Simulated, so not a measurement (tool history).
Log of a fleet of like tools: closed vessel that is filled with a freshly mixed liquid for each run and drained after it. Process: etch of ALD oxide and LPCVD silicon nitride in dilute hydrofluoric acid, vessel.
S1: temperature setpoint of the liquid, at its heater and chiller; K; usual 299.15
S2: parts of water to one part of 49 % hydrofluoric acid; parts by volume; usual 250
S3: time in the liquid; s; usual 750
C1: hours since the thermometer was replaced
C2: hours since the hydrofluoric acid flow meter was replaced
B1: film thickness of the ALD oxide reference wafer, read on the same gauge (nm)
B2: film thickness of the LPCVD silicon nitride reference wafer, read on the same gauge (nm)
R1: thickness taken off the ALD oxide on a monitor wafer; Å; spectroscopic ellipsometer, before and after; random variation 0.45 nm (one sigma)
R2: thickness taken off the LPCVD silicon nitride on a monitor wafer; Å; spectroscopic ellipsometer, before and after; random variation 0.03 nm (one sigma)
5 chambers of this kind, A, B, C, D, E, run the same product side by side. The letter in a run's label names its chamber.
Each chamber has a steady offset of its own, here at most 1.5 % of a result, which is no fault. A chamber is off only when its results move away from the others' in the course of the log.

| run | hour | S1 | S2 | S3 | C1 | C2 | B1 | B2 | R1 | R2 |
|---|---|---|---|---|---|---|---|---|---|---|
| 1B | 5.7 | 299.15 | 250 | 750 | 603.1 | 666.4 | 99.946 | 90.007 | 490.8 | 17.819 |
| 2D | 10.7 | 299.15 | 250 | 750 | 1003.8 | 587.7 | 99.994 | 89.973 | 487.9 | 17.653 |
| 3C | 15.7 | 299.15 | 250 | 750 | 242.6 | 1160 | 100.01 | 90.01 | 487.55 | 16.893 |
| 4E | 20.2 | 299.15 | 250 | 750 | 850.1 | 825.6 | 99.988 | 90.001 | 491.89 | 17.772 |
| 5A | 25.6 | 299.15 | 250 | 750 | 785.1 | 150.9 | 99.994 | 90.01 | 479.2 | 17.789 |
| 6E | 29.7 | 299.15 | 250 | 750 | 859.6 | 835.1 | 99.993 | 89.994 | 491.23 | 18.192 |
| 7A | 33.4 | 299.15 | 250 | 750 | 792.9 | 158.7 | 100.01 | 90.016 | 492.59 | 17.358 |
| 8B | 37.8 | 299.15 | 250 | 750 | 635.2 | 698.5 | 99.983 | 90.009 | 492.38 | 17.865 |
| 9C | 42.3 | 299.15 | 250 | 750 | 269.2 | 1186.6 | 100.02 | 89.991 | 484.27 | 17.454 |
| 10D | 45.6 | 299.15 | 250 | 750 | 1038.7 | 622.6 | 100.06 | 90.009 | 488.49 | 17.394 |
| 11B | 50.9 | 299.15 | 250 | 750 | 648.3 | 711.6 | 100.03 | 89.986 | 489.03 | 18.009 |
| 12C | 56.6 | 299.15 | 250 | 750 | 283.5 | 1200.9 | 99.994 | 89.997 | 493.07 | 18.019 |
| 13E | 60.9 | 299.15 | 250 | 750 | 890.8 | 866.3 | 100.01 | 89.995 | 493.74 | 17.485 |
| 14D | 64.4 | 299.15 | 250 | 750 | 1057.5 | 641.4 | 100 | 90 | 483.23 | 17.678 |
| 15A | 68.8 | 299.15 | 250 | 750 | 828.3 | 194.1 | 99.982 | 89.983 | 483.08 | 17.721 |
| 16E | 74.8 | 299.15 | 250 | 750 | 904.7 | 880.2 | 100.02 | 90.026 | 489.85 | 17.477 |
| 17D | 79.1 | 299.15 | 250 | 750 | 1072.2 | 656.1 | 99.986 | 90.015 | 476.83 | 17.206 |
| 18A | 82.2 | 299.15 | 250 | 750 | 841.7 | 207.5 | 100.01 | 90.006 | 492.35 | 18.122 |
| 19C | 85.9 | 299.15 | 250 | 750 | 312.8 | 1230.2 | 100.02 | 89.995 | 491.8 | 17.914 |
| 20B | 92.2 | 299.15 | 250 | 750 | 689.6 | 752.9 | 99.98 | 90.012 | 492.5 | 17.893 |
| 21A | 97 | 299.15 | 250 | 750 | 856.5 | 222.3 | 99.975 | 90.006 | 492.11 | 17.849 |
| 22E | 103.2 | 299.15 | 250 | 750 | 933.1 | 908.6 | 99.998 | 89.996 | 504.2 | 17.809 |
| 23C | 106.7 | 299.15 | 250 | 750 | 333.6 | 1251 | 99.987 | 90.008 | 496.89 | 17.033 |
| 24D | 111.1 | 299.15 | 250 | 750 | 1104.2 | 688.1 | 100.03 | 90.01 | 475.15 | 16.68 |
| 25B | 115.4 | 299.15 | 250 | 750 | 712.8 | 776.1 | 100 | 90 | 498.27 | 17.628 |
| 26B | 121.6 | 299.15 | 250 | 750 | 719 | 782.3 | 99.983 | 89.991 | 486.52 | 17.787 |
| 27D | 124.7 | 299.15 | 250 | 750 | 1117.8 | 701.7 | 99.994 | 90.006 | 471.12 | 16.13 |
|  | 126.2 | chamber A: thermometer replaced |
| 28A | 130.7 | 299.15 | 250 | 750 | 4.5 | 256 | 99.986 | 89.979 | 487.3 | 18.069 |
| 29C | 133.5 | 299.15 | 250 | 750 | 360.4 | 1277.8 | 100.02 | 90.005 | 491.46 | 17.777 |
| 30E | 139.2 | 299.15 | 250 | 750 | 969.1 | 944.6 | 100.02 | 90.039 | 495.17 | 18.021 |
| 31C | 142.5 | 299.15 | 250 | 750 | 369.4 | 1286.8 | 100.02 | 89.965 | 488.21 | 17.859 |
| 32E | 147.3 | 299.15 | 250 | 750 | 977.2 | 952.7 | 100.03 | 89.996 | 497.77 | 17.779 |
| 33A | 151.1 | 299.15 | 250 | 750 | 24.9 | 276.4 | 99.982 | 90.015 | 493.92 | 18.043 |
| 34D | 153.9 | 299.15 | 250 | 750 | 1147 | 730.9 | 99.983 | 89.989 | 473.88 | 16.282 |
| 35B | 160.2 | 299.15 | 250 | 750 | 757.6 | 820.9 | 100 | 89.953 | 491.51 | 18.26 |
| 36A | 164.3 | 299.15 | 250 | 750 | 38.1 | 289.6 | 100.03 | 89.994 | 493.85 | 17.639 |
| 37C | 168.1 | 299.15 | 250 | 750 | 395 | 1312.4 | 99.956 | 90.01 | 494.68 | 18.008 |
| 38D | 173.1 | 299.15 | 250 | 750 | 1166.2 | 750.1 | 99.94 | 89.996 | 452.04 | 15.324 |

Is one chamber off against the others, does the gauge drift, or is nothing wrong? If a chamber is off, say which, and what the likeliest cause is.

Chamber D drifts away from the others.
Cause: liquid colder than its thermometer reads (K) = 2.2.

Here are 4 candidates for chamber D's next run, each the usual settings with a change, their results left as question marks. Which one brings its results back in line with what the others give on the usual settings?
In line means no further than this from the other chambers' mean on the usual settings: R1 16 Å; R2 1 Å
| 39D-1 | 177.6 | 300.65 | 265 | 820 |  |  |  |  | ? | ? |
| 39D-2 | 177.6 | 302.15 | 275 | 875 |  |  |  |  | ? | ? |
| 39D-3 | 177.6 | 296.15 | 220 | 630 |  |  |  |  | ? | ? |
| 39D-4 | 177.6 | 297.65 | 235 | 680 |  |  |  |  | ? | ? |

The other chambers' mean on the usual settings: R1 492.03 Å; R2 17.821 Å
| run | R1 | R2 |
|---|---|---|
| 39D-1 | 493.07 | 17.625 |
| 39D-2 | 528.92 | 19.863 |
| 39D-3 | 403.62 | 12.21 |
| 39D-4 | 425.57 | 13.617 |
39D-1 brings the chamber back in line.
